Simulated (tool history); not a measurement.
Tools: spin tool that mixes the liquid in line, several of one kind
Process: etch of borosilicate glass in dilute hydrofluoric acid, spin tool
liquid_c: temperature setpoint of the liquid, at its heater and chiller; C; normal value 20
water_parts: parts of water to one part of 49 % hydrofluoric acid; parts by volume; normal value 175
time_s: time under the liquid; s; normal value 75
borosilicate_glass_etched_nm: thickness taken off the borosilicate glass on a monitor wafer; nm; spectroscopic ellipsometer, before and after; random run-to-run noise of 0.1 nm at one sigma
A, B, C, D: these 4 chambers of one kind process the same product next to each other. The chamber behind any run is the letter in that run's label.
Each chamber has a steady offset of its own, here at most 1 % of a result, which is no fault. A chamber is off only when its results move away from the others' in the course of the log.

| run | day | liquid_c | water_parts | time_s | read-back film thickness of the borosilicate glass reference wafer, read on the same gauge (nm) | borosilicate_glass_etched_nm |
|---|---|---|---|---|---|---|
| 1B | 0.167 | 20 | 175 | 75 | 100.01 | 11.067 |
| 2D | 0.483 | 20 | 175 | 75 | 100 | 11.166 |
| 3A | 0.667 | 20 | 175 | 75 | 100.01 | 11.27 |
|  | 0.688 | chamber D: thermometer replaced |
| 4C | 0.817 | 20 | 175 | 75 | 100.03 | 10.964 |
| 5B | 1.138 | 20 | 175 | 75 | 100 | 11.339 |
| 6C | 1.433 | 22.5 | 175 | 75 | 99.981 | 12.055 |
| 7D | 1.638 | 22.5 | 175 | 75 | 100.01 | 12.115 |
| 8A | 1.792 | 22.5 | 175 | 75 | 99.959 | 12.196 |
| 9B | 2.017 | 22.5 | 175 | 75 | 100.01 | 12.342 |
| 10A | 2.333 | 20 | 175 | 75 | 99.978 | 11.096 |
| 11D | 2.492 | 20 | 205 | 55 | 99.981 | 6.6515 |
| 12C | 2.688 | 20 | 205 | 55 | 99.99 | 6.7863 |
| 13A | 2.942 | 20 | 205 | 55 | 99.977 | 6.7788 |
|  | 3.121 | chamber A: hydrofluoric acid flow meter replaced |
| 14D | 3.133 | 20 | 205 | 55 | 99.988 | 6.7755 |
| 15B | 3.45 | 20 | 205 | 75 | 100.03 | 9.2567 |
| 16C | 3.729 | 20 | 205 | 75 | 100.03 | 9.4769 |
| 17D | 3.883 | 20 | 205 | 75 | 100.02 | 9.3405 |
| 18C | 4.1 | 20 | 205 | 75 | 100.02 | 9.4254 |
| 19B | 4.333 | 20 | 175 | 75 | 100.02 | 11.171 |
| 20A | 4.642 | 20 | 175 | 75 | 100.04 | 11.329 |
| 21B | 4.958 | 20 | 175 | 75 | 100.01 | 11.029 |
| 22A | 5.146 | 20 | 175 | 75 | 99.98 | 11.188 |
| 23C | 5.338 | 20 | 175 | 75 | 99.995 | 11.874 |
| 24D | 5.629 | 20 | 175 | 75 | 99.99 | 11.049 |
| 25A | 5.95 | 20 | 175 | 75 | 99.986 | 11.142 |

For the next run the whole fleet of 4 chambers uses the same settings. Give each chamber's results:
| 26A | 6.183 | 20 | 175 | 75 |  | ? |
| 26B | 6.183 | 20 | 175 | 75 |  | ? |
| 26C | 6.183 | 20 | 175 | 75 |  | ? |
| 26D | 6.183 | 20 | 175 | 75 |  | ? |

| run | borosilicate_glass_etched_nm |
|---|---|
| 26A | 11.138 |
| 26B | 11.03 |
| 26C | 12.049 |
| 26D | 11.034 |
